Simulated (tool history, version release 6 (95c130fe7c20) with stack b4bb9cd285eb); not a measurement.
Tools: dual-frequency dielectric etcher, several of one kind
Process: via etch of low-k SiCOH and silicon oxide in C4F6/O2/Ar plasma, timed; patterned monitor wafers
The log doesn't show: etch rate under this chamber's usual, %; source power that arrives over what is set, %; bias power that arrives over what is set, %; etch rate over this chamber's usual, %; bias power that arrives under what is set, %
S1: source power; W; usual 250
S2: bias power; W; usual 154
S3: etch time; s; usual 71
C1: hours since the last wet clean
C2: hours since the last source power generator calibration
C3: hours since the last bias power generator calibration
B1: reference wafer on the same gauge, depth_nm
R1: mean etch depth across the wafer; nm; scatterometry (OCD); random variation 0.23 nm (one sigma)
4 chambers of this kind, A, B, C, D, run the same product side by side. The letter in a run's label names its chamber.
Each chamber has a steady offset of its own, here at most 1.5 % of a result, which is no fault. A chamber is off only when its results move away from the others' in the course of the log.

{"run": "1A", "hour": 9.5, "S1": 250, "S2": 154, "S3": 71, "C1": 344.2, "C2": 816.3, "C3": 345.7, "B1": 161.03, "R1": 158.5}
{"run": "2C", "hour": 15.9, "S1": 250, "S2": 154, "S3": 71, "C1": 202.6, "C2": 1063.4, "C3": 522.3, "B1": 161.06, "R1": 158.22}
{"run": "3B", "hour": 25.5, "S1": 250, "S2": 154, "S3": 71, "C1": 165.2, "C2": 2198.4, "C3": 696.5, "B1": 161.04, "R1": 160}
{"hour": 27.6, "done": "chamber B: source power generator calibrated"}
{"run": "4D", "hour": 35.1, "S1": 250, "S2": 154, "S3": 71, "C1": 172.9, "C2": 1893.7, "C3": 2071.5, "B1": 161.13, "R1": 159.02}
{"run": "5C", "hour": 42.5, "S1": 250, "S2": 154, "S3": 71, "C1": 229.2, "C2": 1090, "C3": 548.9, "B1": 161.1, "R1": 158.32}
{"run": "6B", "hour": 49.1, "S1": 250, "S2": 154, "S3": 71, "C1": 188.8, "C2": 21.5, "C3": 720.1, "B1": 161.17, "R1": 160.04}
{"run": "7A", "hour": 54.1, "S1": 250, "S2": 128, "S3": 71, "C1": 388.8, "C2": 860.9, "C3": 390.3, "B1": 161.2, "R1": 149.77}
{"run": "8D", "hour": 63.0, "S1": 250, "S2": 128, "S3": 71, "C1": 200.8, "C2": 1921.6, "C3": 2099.4, "B1": 161.24, "R1": 149.95}
{"run": "9C", "hour": 68.8, "S1": 250, "S2": 128, "S3": 71, "C1": 255.5, "C2": 1116.3, "C3": 575.2, "B1": 161.22, "R1": 150.03}
{"run": "10A", "hour": 77.3, "S1": 250, "S2": 128, "S3": 71, "C1": 412, "C2": 884.1, "C3": 413.5, "B1": 161.26, "R1": 149.76}
{"run": "11B", "hour": 83.0, "S1": 250, "S2": 154, "S3": 71, "C1": 222.7, "C2": 55.4, "C3": 754, "B1": 161.36, "R1": 160.09}
{"run": "12D", "hour": 89.8, "S1": 280, "S2": 175, "S3": 71, "C1": 227.6, "C2": 1948.4, "C3": 2126.2, "B1": 161.28, "R1": 173.24}
{"run": "13B", "hour": 96.8, "S1": 280, "S2": 175, "S3": 71, "C1": 236.5, "C2": 69.2, "C3": 767.8, "B1": 161.29, "R1": 174.95}
{"run": "14A", "hour": 102.2, "S1": 280, "S2": 175, "S3": 71, "C1": 436.9, "C2": 909, "C3": 438.4, "B1": 161.41, "R1": 172.43}
{"run": "15D", "hour": 110.3, "S1": 280, "S2": 175, "S3": 71, "C1": 248.1, "C2": 1968.9, "C3": 2146.7, "B1": 161.42, "R1": 172.54}
{"run": "16C", "hour": 115.7, "S1": 250, "S2": 154, "S3": 71, "C1": 302.4, "C2": 1163.2, "C3": 622.1, "B1": 161.39, "R1": 158.27}
{"hour": 116.9, "done": "chamber A: wet clean of the chamber"}
{"run": "17C", "hour": 124.3, "S1": 250, "S2": 154, "S3": 71, "C1": 311, "C2": 1171.8, "C3": 630.7, "B1": 161.46, "R1": 158.85}
{"run": "18D", "hour": 129.5, "S1": 210, "S2": 154, "S3": 56, "C1": 267.3, "C2": 1988.1, "C3": 2165.9, "B1": 161.5, "R1": 117.24}
{"run": "19A", "hour": 135.9, "S1": 210, "S2": 154, "S3": 56, "C1": 19, "C2": 942.7, "C3": 472.1, "B1": 161.57, "R1": 117.41}
{"run": "20B", "hour": 144.6, "S1": 210, "S2": 154, "S3": 56, "C1": 284.3, "C2": 117, "C3": 815.6, "B1": 161.62, "R1": 117.82}
{"run": "21C", "hour": 150.7, "S1": 210, "S2": 154, "S3": 56, "C1": 337.4, "C2": 1198.2, "C3": 657.1, "B1": 161.51, "R1": 117.27}
{"run": "22A", "hour": 160.1, "S1": 250, "S2": 154, "S3": 71, "C1": 43.2, "C2": 966.9, "C3": 496.3, "B1": 161.63, "R1": 158.97}
{"run": "23D", "hour": 166.5, "S1": 250, "S2": 154, "S3": 71, "C1": 304.3, "C2": 2025.1, "C3": 2202.9, "B1": 161.64, "R1": 158.62}
{"run": "24B", "hour": 176.8, "S1": 250, "S2": 154, "S3": 71, "C1": 316.5, "C2": 149.2, "C3": 847.8, "B1": 161.7, "R1": 160.83}
{"run": "25B", "hour": 187.2, "S1": 250, "S2": 154, "S3": 71, "C1": 326.9, "C2": 159.6, "C3": 858.2, "B1": 161.72, "R1": 160.84}
{"run": "26D", "hour": 194.5, "S1": 250, "S2": 154, "S3": 71, "C1": 332.3, "C2": 2053.1, "C3": 2230.9, "B1": 161.77, "R1": 158.84}
{"run": "27C", "hour": 201.6, "S1": 250, "S2": 154, "S3": 71, "C1": 388.3, "C2": 1249.1, "C3": 708, "B1": 161.82, "R1": 159.27}
{"hour": 206.6, "done": "chamber C: wet clean of the chamber"}
{"run": "28A", "hour": 210.1, "S1": 250, "S2": 154, "S3": 71, "C1": 93.2, "C2": 1016.9, "C3": 546.3, "B1": 161.87, "R1": 159.4}
{"run": "29B", "hour": 215.7, "S1": 250, "S2": 154, "S3": 71, "C1": 355.4, "C2": 188.1, "C3": 886.7, "B1": 161.84, "R1": 160.63}
{"run": "30A", "hour": 223.8, "S1": 250, "S2": 154, "S3": 71, "C1": 106.9, "C2": 1030.6, "C3": 560, "B1": 161.84, "R1": 159.27}
{"run": "31C", "hour": 232.6, "S1": 250, "S2": 154, "S3": 71, "C1": 26, "C2": 1280.1, "C3": 739, "B1": 161.88, "R1": 158.61}
{"run": "32D", "hour": 240.2, "S1": 250, "S2": 154, "S3": 71, "C1": 378, "C2": 2098.8, "C3": 2276.6, "B1": 161.9, "R1": 159.11}
{"run": "33B", "hour": 246.8, "S1": 250, "S2": 154, "S3": 71, "C1": 386.5, "C2": 219.2, "C3": 917.8, "B1": 162.01, "R1": 161}

Is one chamber off against the others, does the gauge drift, or is nothing wrong? If a chamber is off, say which, and what the likeliest cause is.

The gauge drifts, so all chambers seem to drift together. No chamber is off.
Cause: gauge reads high (%) = 0.61.
